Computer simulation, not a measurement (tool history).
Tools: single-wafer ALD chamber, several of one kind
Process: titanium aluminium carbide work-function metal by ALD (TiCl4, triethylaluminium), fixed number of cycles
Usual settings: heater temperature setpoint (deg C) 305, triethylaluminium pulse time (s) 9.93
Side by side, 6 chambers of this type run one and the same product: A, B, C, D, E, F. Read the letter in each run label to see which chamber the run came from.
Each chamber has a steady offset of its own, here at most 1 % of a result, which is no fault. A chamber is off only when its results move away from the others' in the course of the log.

run	hour	heater temperature setpoint (deg C)	triethylaluminium pulse time (s)	read-back reference wafer on the same gauge, thickness_nm	mean film thickness on the monitor wafer (angstrom)
1E	2.2	305	9.93	2.1377	20.503
2F	6	305	9.93	2.1413	20.577
3D	9.4	305	9.93	2.1404	20.472
4C	13.8	305	9.93	2.139	20.274
5B	15.7	305	9.93	2.1417	20.64
6A	19.9	305	9.93	2.1433	20.589
7C	23.2	305	9.93	2.1387	20.671
8B	26.3	292	7.75	2.1391	18.652
9D	29.5	292	7.75	2.1424	18.509
10A	33.2	292	7.75	2.1397	18.631
11F	37.1	292	7.75	2.1419	18.699
12E	40.8	292	7.75	2.1404	18.683
13B	42.9	292	7.75	2.1384	18.747
14E	46.5	305	9.93	2.1401	20.474
15D	48.6	305	9.93	2.1396	20.569
# hour 49.7: chamber A: thermocouple changed; heater temperature recalibrated
16F	51.7	318	9.93	2.1415	21.644
17C	55.4	318	9.93	2.1416	21.572
18A	59.6	318	9.93	2.1393	21.604
19C	62.7	318	9.93	2.1403	21.484
20A	64.7	318	9.93	2.1396	21.625
21B	69	318	9.93	2.1403	21.67
22D	72.4	305	9.93	2.1397	20.374
23E	75.4	305	9.93	2.1365	20.491
24F	79.2	305	9.93	2.1374	20.634
25B	83.2	305	9.93	2.1409	20.512
26E	86.5	305	9.93	2.1408	20.394
27C	90.2	305	9.93	2.141	20.5
28D	94.2	305	9.93	2.1425	20.459
29A	97.2	305	7.13	2.1382	19.36
30F	99.8	305	7.13	2.1397	19.407
31E	103	305	7.13	2.141	19.181
32D	105.8	305	7.13	2.1392	19.424
33B	110.2	305	7.13	2.1404	19.292
34C	113.3	305	7.13	2.1402	19.144
35F	115.8	305	9.93	2.1421	20.539
36A	120.1	305	9.93	2.1411	20.462
37E	124.1	305	9.93	2.137	20.545
38A	126.7	305	9.93	2.1389	20.424
39B	130.2	305	7.27	2.1381	19.336

The same settings go to every chamber for the next run, one line per chamber below. Forecast the results for each:
40A	133.3	305	9.93		?
40B	133.3	305	9.93		?
40C	133.3	305	9.93		?
40D	133.3	305	9.93		?
40E	133.3	305	9.93		?
40F	133.3	305	9.93		?

run	mean film thickness on the monitor wafer (angstrom)
40A	20.593
40B	20.586
40C	20.549
40D	20.337
40E	20.579
40F	20.711

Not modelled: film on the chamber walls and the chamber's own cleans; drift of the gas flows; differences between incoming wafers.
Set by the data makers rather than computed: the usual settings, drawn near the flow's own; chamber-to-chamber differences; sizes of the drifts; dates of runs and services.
